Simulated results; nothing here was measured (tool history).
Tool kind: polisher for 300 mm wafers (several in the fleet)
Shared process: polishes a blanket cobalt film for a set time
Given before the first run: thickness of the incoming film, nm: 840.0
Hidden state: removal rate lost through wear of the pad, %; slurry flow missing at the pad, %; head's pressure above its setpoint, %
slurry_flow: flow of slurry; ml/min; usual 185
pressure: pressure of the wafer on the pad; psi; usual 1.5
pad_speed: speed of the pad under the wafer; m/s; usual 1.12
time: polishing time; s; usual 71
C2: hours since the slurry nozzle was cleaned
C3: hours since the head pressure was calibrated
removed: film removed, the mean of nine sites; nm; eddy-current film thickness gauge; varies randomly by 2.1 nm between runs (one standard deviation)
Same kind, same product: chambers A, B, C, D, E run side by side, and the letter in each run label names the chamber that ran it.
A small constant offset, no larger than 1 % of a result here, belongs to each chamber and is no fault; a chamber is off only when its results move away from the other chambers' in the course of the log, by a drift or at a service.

Run 1D, hour 6: usual settings; wafers polished on this pad 1113; C2 299.9; C3 336.8. Result: removed 278.7 nm.
Run 2B, hour 12.6: usual settings; wafers polished on this pad 442; C2 324.4; C3 668.5. Result: removed 283.11 nm.
At hour 15.1: chamber A: worn pad replaced by a new one.
Run 3E, hour 19.3: usual settings; wafers polished on this pad 328; C2 667.5; C3 188.3. Result: removed 280.22 nm.
At hour 22.2: chamber B: worn pad replaced by a new one.
Run 4A, hour 30.1: usual settings; wafers polished on this pad 118; C2 117.2; C3 142.6. Result: removed 283.37 nm.
At hour 32.9: chamber C: worn pad replaced by a new one.
Run 5C, hour 37.4: usual settings; wafers polished on this pad 36; C2 179.7; C3 108.7. Result: removed 280.61 nm.
At hour 41.4: chamber D: worn pad replaced by a new one.
Run 6A, hour 49.1: usual settings; wafers polished on this pad 269; C2 136.2; C3 161.6. Result: removed 279.67 nm.
Run 7D, hour 60: usual settings; wafers polished on this pad 147; C2 353.9; C3 390.8. Result: removed 281.55 nm.
At hour 67.7: chamber B: head pressure recalibrated.
Run 8C, hour 71.1: usual settings; wafers polished on this pad 302; C2 213.4; C3 142.4. Result: removed 279.89 nm.
Run 9E, hour 77.7: usual settings; wafers polished on this pad 790; C2 725.9; C3 246.7. Result: removed 280.37 nm.
Run 10B, hour 84.2: usual settings; wafers polished on this pad 490; C2 396; C3 16.6. Result: removed 281.05 nm.
At hour 87.1: chamber B: worn pad replaced by a new one.
Run 11C, hour 94.6: usual settings but pressure 1.8 psi, pad_speed 1.36 m/s; wafers polished on this pad 488; C2 236.9; C3 165.9. Result: removed 411.58 nm.
Run 12E, hour 100.8: usual settings but pressure 1.8 psi, pad_speed 1.36 m/s; wafers polished on this pad 972; C2 749; C3 269.8. Result: removed 403.36 nm.
At hour 105.9: chamber E: worn pad replaced by a new one.
Run 13B, hour 108.7: usual settings but pressure 1.8 psi, pad_speed 1.36 m/s; wafers polished on this pad 170; C2 420.5; C3 41.1. Result: removed 410.26 nm.
At hour 118.9: chamber A: slurry nozzle cleaned.
Run 14A, hour 120.8: usual settings but pressure 1.8 psi, pad_speed 1.36 m/s; wafers polished on this pad 836; C2 1.9; C3 233.3. Result: removed 408.74 nm.
At hour 127.4: chamber C: worn pad replaced by a new one.
Run 15D, hour 128.9: usual settings but pressure 1.8 psi, pad_speed 1.36 m/s; wafers polished on this pad 692; C2 422.8; C3 459.7. Result: removed 408.94 nm.
Run 16A, hour 140.5: usual settings; wafers polished on this pad 991; C2 21.6; C3 253. Result: removed 281.39 nm.
At hour 146: chamber A: worn pad replaced by a new one.
Run 17D, hour 150.5: usual settings; wafers polished on this pad 863; C2 444.4; C3 481.3. Result: removed 280.92 nm.
At hour 161: chamber B: worn pad replaced by a new one.
Run 18C, hour 161: usual settings; wafers polished on this pad 265; C2 303.3; C3 232.3. Result: removed 280.19 nm.
Run 19B, hour 174.1: usual settings; wafers polished on this pad 103; C2 485.9; C3 106.5. Result: removed 280.14 nm.
Run 20E, hour 182.2: usual settings; wafers polished on this pad 603; C2 830.4; C3 351.2. Result: removed 278.54 nm.
Run 21D, hour 192.9: usual settings; wafers polished on this pad 1198; C2 486.8; C3 523.7. Result: removed 282.07 nm.
At hour 194: chamber D: worn pad replaced by a new one.
Run 22C, hour 201.4: usual settings; wafers polished on this pad 585; C2 343.7; C3 272.7. Result: removed 280.44 nm.
At hour 208.7: chamber E: slurry nozzle cleaned.
At hour 209.8: chamber C: worn pad replaced by a new one.
Run 23E, hour 213.3: usual settings; wafers polished on this pad 849; C2 4.6; C3 382.3. Result: removed 276.48 nm.
Run 24B, hour 225.9: usual settings; wafers polished on this pad 513; C2 537.7; C3 158.3. Result: removed 278.69 nm.
At hour 228.9: chamber E: worn pad replaced by a new one.
At hour 230: chamber B: worn pad replaced by a new one.
Run 25A, hour 232.8: usual settings; wafers polished on this pad 686; C2 113.9; C3 345.3. Result: removed 281.01 nm.
Run 26E, hour 239.2: usual settings; wafers polished on this pad 81; C2 30.5; C3 408.2. Result: removed 274.81 nm.
Run 27C, hour 249.1: usual settings; wafers polished on this pad 311; C2 391.4; C3 320.4. Result: removed 276.15 nm.
At hour 253.6: chamber D: slurry nozzle cleaned.
Run 28B, hour 260.6: usual settings; wafers polished on this pad 242; C2 572.4; C3 193. Result: removed 279.8 nm.
Run 29A, hour 267.1: usual settings; wafers polished on this pad 957; C2 148.2; C3 379.6. Result: removed 276.13 nm.
Run 30D, hour 274.8: usual settings but slurry_flow 160 ml/min, time 95 s; wafers polished on this pad 639; C2 21.3; C3 605.6. Result: removed 365.61 nm.
Run 31D, hour 286.6: usual settings but slurry_flow 160 ml/min, time 95 s; wafers polished on this pad 732; C2 33.1; C3 617.4. Result: removed 367.84 nm.
Run 32C, hour 296.3: usual settings but slurry_flow 160 ml/min, time 95 s; wafers polished on this pad 684; C2 438.6; C3 367.6. Result: removed 366.21 nm.
Run 33B, hour 304.1: usual settings but slurry_flow 160 ml/min, time 95 s; wafers polished on this pad 586; C2 615.9; C3 236.5. Result: removed 369.98 nm.
At hour 305.2: chamber A: worn pad replaced by a new one.
Run 34E, hour 310.8: usual settings but slurry_flow 160 ml/min, time 95 s; wafers polished on this pad 647; C2 102.1; C3 479.8. Result: removed 362.66 nm.
Run 35A, hour 320.5: usual settings; wafers polished on this pad 121; C2 201.6; C3 433. Result: removed 277.71 nm.
Run 36D, hour 327.4: usual settings; wafers polished on this pad 1054; C2 73.9; C3 658.2. Result: removed 283.12 nm.
At hour 333: chamber E: worn pad replaced by a new one.
Run 37A, hour 339.5: usual settings; wafers polished on this pad 271; C2 220.6; C3 452. Result: removed 277.25 nm.
Run 38E, hour 347.9: usual settings; wafers polished on this pad 118; C2 139.2; C3 516.9. Result: removed 281.28 nm.

Has any chamber moved away from the others, gradually or after a service, or does the common gauge drift, or do the chambers differ only by their own small steady offsets? State the chamber and the most likely cause if one applies.

No chamber is off and the gauge is stable; the differences are just each chamber's small, constant offset.
